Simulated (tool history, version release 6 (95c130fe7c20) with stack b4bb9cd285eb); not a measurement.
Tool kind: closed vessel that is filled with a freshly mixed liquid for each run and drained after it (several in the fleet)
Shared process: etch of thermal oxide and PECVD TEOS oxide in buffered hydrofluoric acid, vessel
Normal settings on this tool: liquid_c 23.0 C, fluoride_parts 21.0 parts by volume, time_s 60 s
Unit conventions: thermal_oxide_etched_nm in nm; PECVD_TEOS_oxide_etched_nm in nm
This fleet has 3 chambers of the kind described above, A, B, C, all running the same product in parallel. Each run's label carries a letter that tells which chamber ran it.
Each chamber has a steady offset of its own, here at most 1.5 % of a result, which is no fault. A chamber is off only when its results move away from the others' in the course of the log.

run   hour  liquid_c  fluoride_parts  time_s  hours since the thermometer was replaced  hours since the hydrofluoric acid flow meter was replaced  read-back film thickness of the thermal oxide reference wafer, read on the same gauge (nm)  read-back film thickness of the PECVD TEOS oxide reference wafer, read on the same gauge (nm)  thermal_oxide_etched_nm  PECVD_TEOS_oxide_etched_nm
 1C    6.0      23.0            21.0      60                                      91.5                                                      343.0                                                                                      79.963                                                                                         30.006                   30.506                      42.391
 2B   13.3      23.0            21.0      60                                     433.5                                                      918.0                                                                                      80.030                                                                                         29.985                   30.862                      42.075
 3A   18.6      23.0            21.0      60                                     587.6                                                      372.0                                                                                      80.040                                                                                         29.992                   30.851                      42.655
 4B   22.5      23.0            21.0      60                                     442.7                                                      927.2                                                                                      79.983                                                                                         30.020                   30.498                      42.529
 5A   28.3      23.0            21.0      60                                     597.3                                                      381.7                                                                                      79.972                                                                                         30.014                   31.045                      42.869
 6C   31.8      23.0            21.0      60                                     117.3                                                      368.8                                                                                      79.923                                                                                         29.973                   30.539                      42.254
 7C   35.3      23.0            21.0      60                                     120.8                                                      372.3                                                                                      79.978                                                                                         29.994                   30.923                      42.709
 8A   41.1      23.0            21.0      60                                     610.1                                                      394.5                                                                                      80.025                                                                                         29.994                   30.969                      42.866
 9B   46.7      23.0            21.0      60                                     466.9                                                      951.4                                                                                      80.003                                                                                         29.991                   30.446                      42.497
10B   50.2      23.0            21.0      60                                     470.4                                                      954.9                                                                                      80.032                                                                                         30.002                   30.140                      42.014
11C   56.7      23.0            21.0      60                                     142.2                                                      393.7                                                                                      79.981                                                                                         30.009                   30.402                      42.874
12A   60.1      23.0            21.0      60                                     629.1                                                      413.5                                                                                      80.029                                                                                         29.984                   31.190                      42.525
13A   67.7      23.0            17.0      45                                     636.7                                                      421.1                                                                                      80.040                                                                                         29.967                   28.255                      39.060
14C   75.5      23.0            17.0      45                                     161.0                                                      412.5                                                                                      79.962                                                                                         29.987                   28.118                      38.826
15B   80.6      23.0            17.0      45                                     500.8                                                      985.3                                                                                      79.944                                                                                         29.964                   27.951                      38.389
16B   86.8      23.0            21.0      60                                     507.0                                                      991.5                                                                                      80.058                                                                                         30.014                   30.526                      42.507
17C   92.7      23.0            21.0      60                                     178.2                                                      429.7                                                                                      79.990                                                                                         29.998                   30.874                      43.230
18A   99.2      23.0            21.0      60                                     668.2                                                      452.6                                                                                      79.942                                                                                         29.983                   30.882                      42.456
19B  104.6      23.0            21.0      60                                     524.8                                                     1009.3                                                                                      79.999                                                                                         30.007                   30.562                      42.918
20A  108.1      23.0            21.0      60                                     677.1                                                      461.5                                                                                      79.984                                                                                         29.999                   31.156                      42.491
21C  115.8      23.0            21.0      60                                     201.3                                                      452.8                                                                                      80.034                                                                                         30.016                   30.446                      42.979
22B  121.9      23.0            21.0      60                                     542.1                                                     1026.6                                                                                      80.033                                                                                         30.002                   30.462                      42.420
23C  125.6      23.0            21.0      45                                     211.1                                                      462.6                                                                                      80.022                                                                                         30.019                   22.810                      32.443
24A  130.8      23.0            21.0      45                                     699.8                                                      484.2                                                                                      80.045                                                                                         30.033                   23.389                      31.579
     131.2  -- chamber B: hydrofluoric acid flow meter replaced
25B  136.3      23.0            21.0      45                                     556.5                                                        5.1                                                                                      80.019                                                                                         30.038                   23.224                      32.071
26A  142.1      23.0            21.0      60                                     711.1                                                      495.5                                                                                      80.033                                                                                         29.993                   30.663                      42.131
27C  149.1      23.0            21.0      60                                     234.6                                                      486.1                                                                                      79.988                                                                                         29.988                   30.298                      42.626
28B  152.8      23.0            21.0      60                                     573.0                                                       21.6                                                                                      80.000                                                                                         29.997                   30.796                      42.994
29C  158.6      23.0            21.0      60                                     244.1                                                      495.6                                                                                      79.990                                                                                         29.998                   30.359                      42.754
30A  164.0      23.0            21.0      60                                     733.0                                                      517.4                                                                                      80.020                                                                                         29.983                   30.731                      42.960
31B  167.7      23.0            21.0      60                                     587.9                                                       36.5                                                                                      80.027                                                                                         29.980                   30.719                      42.593
32C  175.2      23.0            21.0      80                                     260.7                                                      512.2                                                                                      79.998                                                                                         30.022                   39.725                      56.353
33A  181.3      23.0            21.0      80                                     750.3                                                      534.7                                                                                      80.007                                                                                         29.983                   41.364                      56.507
34A  185.0      23.0            21.0      80                                     754.0                                                      538.4                                                                                      79.965                                                                                         29.978                   41.374                      57.111
35C  191.9      19.5            28.5      60                                     277.4                                                      528.9                                                                                      79.998                                                                                         30.008                   20.527                      28.349
36B  197.7      19.5            28.5      60                                     617.9                                                       66.5                                                                                      80.017                                                                                         29.999                   20.317                      28.061
37B  205.0      19.5            28.5      60                                     625.2                                                       73.8                                                                                      79.988                                                                                         29.987                   20.412                      27.818
38A  208.4      23.0            21.0      60                                     777.4                                                      561.8                                                                                      80.033                                                                                         30.002                   31.372                      42.904
39C  213.6      23.0            21.0      60                                     299.1                                                      550.6                                                                                      80.049                                                                                         30.022                   30.684                      42.609
40A  220.3      23.0            21.0      60                                     789.3                                                      573.7                                                                                      79.995                                                                                         30.006                   30.991                      42.247
41B  226.5      23.0            21.0      60                                     646.7                                                       95.3                                                                                      80.011                                                                                         29.984                   30.965                      43.154
     231.2  -- chamber C: hydrofluoric acid flow meter replaced
42C  233.4      23.0            17.0      35                                     318.9                                                        2.2                                                                                      79.982                                                                                         30.002                   21.428                      29.869
43B  237.9      23.0            17.0      35                                     658.1                                                      106.7                                                                                      80.014                                                                                         30.025                   21.729                      30.449

All chambers now run identical settings, listed one chamber a line with results as question marks. What results will each chamber show?
44A  243.4      23.0            21.0      60                                                                                                                                                                                                                                                                                                                        ?                           ?
44B  243.4      23.0            21.0      60                                                                                                                                                                                                                                                                                                                        ?                           ?
44C  243.4      23.0            21.0      60                                                                                                                                                                                                                                                                                                                        ?                           ?

run  thermal_oxide_etched_nm  PECVD_TEOS_oxide_etched_nm
44A                   31.428                      42.563
44B                   30.716                      42.946
44C                   30.697                      42.881

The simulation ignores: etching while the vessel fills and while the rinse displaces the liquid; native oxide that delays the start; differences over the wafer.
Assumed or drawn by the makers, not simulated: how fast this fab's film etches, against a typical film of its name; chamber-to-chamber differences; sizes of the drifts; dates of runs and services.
